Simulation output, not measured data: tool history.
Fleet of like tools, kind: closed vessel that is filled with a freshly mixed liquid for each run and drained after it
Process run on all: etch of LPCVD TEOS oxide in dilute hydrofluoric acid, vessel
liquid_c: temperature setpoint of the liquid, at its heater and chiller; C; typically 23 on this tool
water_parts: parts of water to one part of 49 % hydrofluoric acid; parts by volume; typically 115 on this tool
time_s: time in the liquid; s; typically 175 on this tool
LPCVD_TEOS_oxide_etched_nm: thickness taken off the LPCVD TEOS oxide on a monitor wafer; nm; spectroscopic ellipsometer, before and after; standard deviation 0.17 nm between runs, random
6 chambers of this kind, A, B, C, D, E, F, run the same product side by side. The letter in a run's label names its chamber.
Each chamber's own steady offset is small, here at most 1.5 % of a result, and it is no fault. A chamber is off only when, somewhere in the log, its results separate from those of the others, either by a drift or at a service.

run	hour	liquid_c	water_parts	time_s	hours since the thermometer was replaced	hours since the hydrofluoric acid flow meter was replaced	read-back film thickness of the LPCVD TEOS oxide reference wafer, read on the same gauge (nm)	LPCVD_TEOS_oxide_etched_nm
1A	6.4	23	115	175	1087.7	406.6	69.979	24.319
2F	13	23	115	175	167.4	416.1	69.997	24.195
3B	19	23	115	175	846.2	264.3	69.981	23.966
4C	24	23	115	175	392.9	99.3	70.009	23.923
5E	27.6	23	115	175	444.5	212.8	70.012	23.972
6D	31.3	23	115	175	1425.2	976.8	69.983	23.925
7B	35.9	23	115	175	863.1	281.2	69.971	24.049
8A	41.6	23	115	175	1122.9	441.8	69.963	24.062
9F	47.3	23	115	175	201.7	450.4	69.972	24.421
10C	53.2	23	115	175	422.1	128.5	70.006	24.234
11D	57.2	23	115	235	1451.1	1002.7	69.976	32.505
12E	62.9	23	115	235	479.8	248.1	69.988	32.551
13C	66.7	23	115	235	435.6	142	70.001	32.924
14F	74.5	23	115	235	228.9	477.6	70.012	32.907
15D	78.6	23	115	235	1472.5	1024.1	70.023	32.37
16E	84.7	23	115	235	501.6	269.9	69.986	32.918
17B	88.8	23	115	175	916	334.1	70.007	23.822
18A	94.6	23	115	175	1175.9	494.8	70.03	24.349
19D	102.4	23	115	175	1496.3	1047.9	70.069	24.119
20A	107	23	115	175	1188.3	507.2	69.97	24.666
21C	112.3	23	115	175	481.2	187.6	69.984	24.227
22F	117.7	23	150	120	272.1	520.8	70.014	12.266
23E	123.4	23	150	120	540.3	308.6	69.96	12.25
24B	130.5	23	150	120	957.7	375.8	70.001	12.019
25B	138.3	23	150	120	965.5	383.6	70.01	12.298
26E	142.9	23	150	120	559.8	328.1	70.004	12.319
27A	147.5	23	150	120	1228.8	547.7	69.984	12.579
28C	152.3	23	115	175	521.2	227.6	70.038	24.081
29D	156.4	23	115	175	1550.3	1101.9	70.006	23.824
30F	162.7	23	115	175	317.1	565.8	69.994	24.051
31B	169.6	23	155	175	996.8	414.9	69.987	16.991
32D	175.4	23	155	175	1569.3	1120.9	70.036	17.015
33F	180.4	23	155	175	334.8	583.5	69.965	17.267
34A	186.6	23	155	175	1267.9	586.8	70.016	18
35C	191.2	23	155	175	560.1	266.5	70.03	17.08
36E	196.7	23	155	175	613.6	381.9	69.99	17.217
37D	201.5	21	115	95	1595.4	1147	70.042	12.017
38C	206.6	21	115	95	575.5	281.9	69.989	11.935
39E	211.9	21	115	95	628.8	397.1	69.974	12.114

What goes on in this fleet: one chamber off, a drifting gauge, or nothing beyond the chambers' own small offsets? Name the chamber and the cause, if any.

Little by little, chamber A moves away from the other chambers.
Likeliest cause: hydrofluoric acid flow above the setpoint (%) = 3.98.
The log may not tell that from: liquid hotter than its thermometer reads (K).

Chamber A could run next with any of the 4 candidate recipes listed below; each alters the usual settings, and their results appear as question marks. Which one brings its results back in line with what the other chambers deliver on the usual settings?
A result is in line if it is within this distance of the other chambers' mean on the usual settings: LPCVD_TEOS_oxide_etched_nm 0.61 nm
40A-1	217.8	23	115	160				?
40A-2	217.8	23	120	175				?
40A-3	217.8	23	110	175				?
40A-4	217.8	23.5	115	190				?

On the usual settings, the other chambers give on average: LPCVD_TEOS_oxide_etched_nm 24.118 nm
run	LPCVD_TEOS_oxide_etched_nm
40A-1	23.052
40A-2	24.037
40A-3	26.493
40A-4	27.921
Change 40A-2 lands the chamber within the allowed miss of the other chambers.
